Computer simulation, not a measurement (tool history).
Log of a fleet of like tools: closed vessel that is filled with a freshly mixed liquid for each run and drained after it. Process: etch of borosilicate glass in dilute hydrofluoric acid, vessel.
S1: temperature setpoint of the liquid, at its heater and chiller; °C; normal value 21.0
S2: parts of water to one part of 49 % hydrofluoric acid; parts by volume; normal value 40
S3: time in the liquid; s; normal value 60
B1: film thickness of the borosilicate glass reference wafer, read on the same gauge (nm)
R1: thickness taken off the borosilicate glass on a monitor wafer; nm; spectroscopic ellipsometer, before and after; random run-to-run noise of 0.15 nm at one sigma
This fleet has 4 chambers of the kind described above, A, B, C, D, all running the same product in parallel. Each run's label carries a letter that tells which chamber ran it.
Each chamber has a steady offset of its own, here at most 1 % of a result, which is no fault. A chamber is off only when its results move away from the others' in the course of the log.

run,day,S1,S2,S3,B1,R1
1C,0.383,21.0,40,60,120.00,23.750
2B,0.850,21.0,40,60,119.99,24.039
3A,1.400,21.0,40,60,120.04,23.996
4D,1.867,21.0,40,60,119.96,24.315
5A,2.258,21.0,40,60,119.99,24.265
6D,2.721,21.0,40,60,119.99,24.001
7C,3.046,21.0,40,60,119.96,23.863
8B,3.462,21.0,40,60,119.99,24.057
9A,3.758,21.0,40,60,119.98,24.048
10D,4.300,21.0,40,60,119.99,23.693
11B,4.825,21.0,40,60,119.97,23.757
12C,5.383,21.0,40,60,120.05,23.866
13C,5.871,21.0,40,60,119.98,23.973
14A,6.250,21.0,40,60,119.97,23.756
15B,6.812,21.0,40,60,119.99,23.902
16D,7.288,21.0,40,60,119.99,24.056
# day 7.583: chamber A: hydrofluoric acid flow meter replaced
17A,7.817,21.0,40,60,120.01,24.116
18D,8.333,21.0,40,60,119.98,23.936
19B,8.658,21.0,40,60,120.03,24.229
20C,8.938,21.0,40,60,120.00,23.210
21C,9.367,21.0,40,60,119.99,23.008
# day 9.479: chamber B: hydrofluoric acid flow meter replaced
22B,9.808,21.0,40,60,120.01,24.168
23A,10.354,21.0,40,60,120.00,24.005
24D,10.971,21.0,40,60,119.98,23.902
25B,11.375,21.0,40,60,120.00,24.175
26C,11.792,21.0,40,60,120.00,22.866
27D,12.267,17.5,40,70,119.96,24.379
28A,12.858,17.5,40,70,120.01,24.076
29A,13.238,17.5,40,70,120.00,24.268
30D,13.600,17.5,40,70,119.97,24.220

Has any chamber moved away from the others, gradually or after a service, or does the common gauge drift, or do the chambers differ only by their own small steady offsets? State the chamber and the most likely cause if one applies.

One chamber, C, drifts off from the rest bit by bit.
What lies behind it: hydrofluoric acid flow below the setpoint (%) = 6.
The log may not separate it from: liquid colder than its thermometer reads (K).

Below are 4 candidate recipes for chamber C's next run, each the usual settings with a change, their results shown as question marks. Which of them brings C's results back in line with what the other chambers give on the usual settings?
In line here means within this much of the mean the other chambers give on the usual settings: R1 0.540 nm
31C-1,14.042,22.5,40,60,,?
31C-2,14.042,24.0,40,60,,?
31C-3,14.042,19.5,40,60,,?
31C-4,14.042,21.0,45,60,,?

Average result of the remaining chambers running the usual settings: R1 24.061 nm
run,R1
31C-1,23.970
31C-2,25.536
31C-3,21.073
31C-4,19.867
With 31C-1, the chamber falls back in line with the rest.

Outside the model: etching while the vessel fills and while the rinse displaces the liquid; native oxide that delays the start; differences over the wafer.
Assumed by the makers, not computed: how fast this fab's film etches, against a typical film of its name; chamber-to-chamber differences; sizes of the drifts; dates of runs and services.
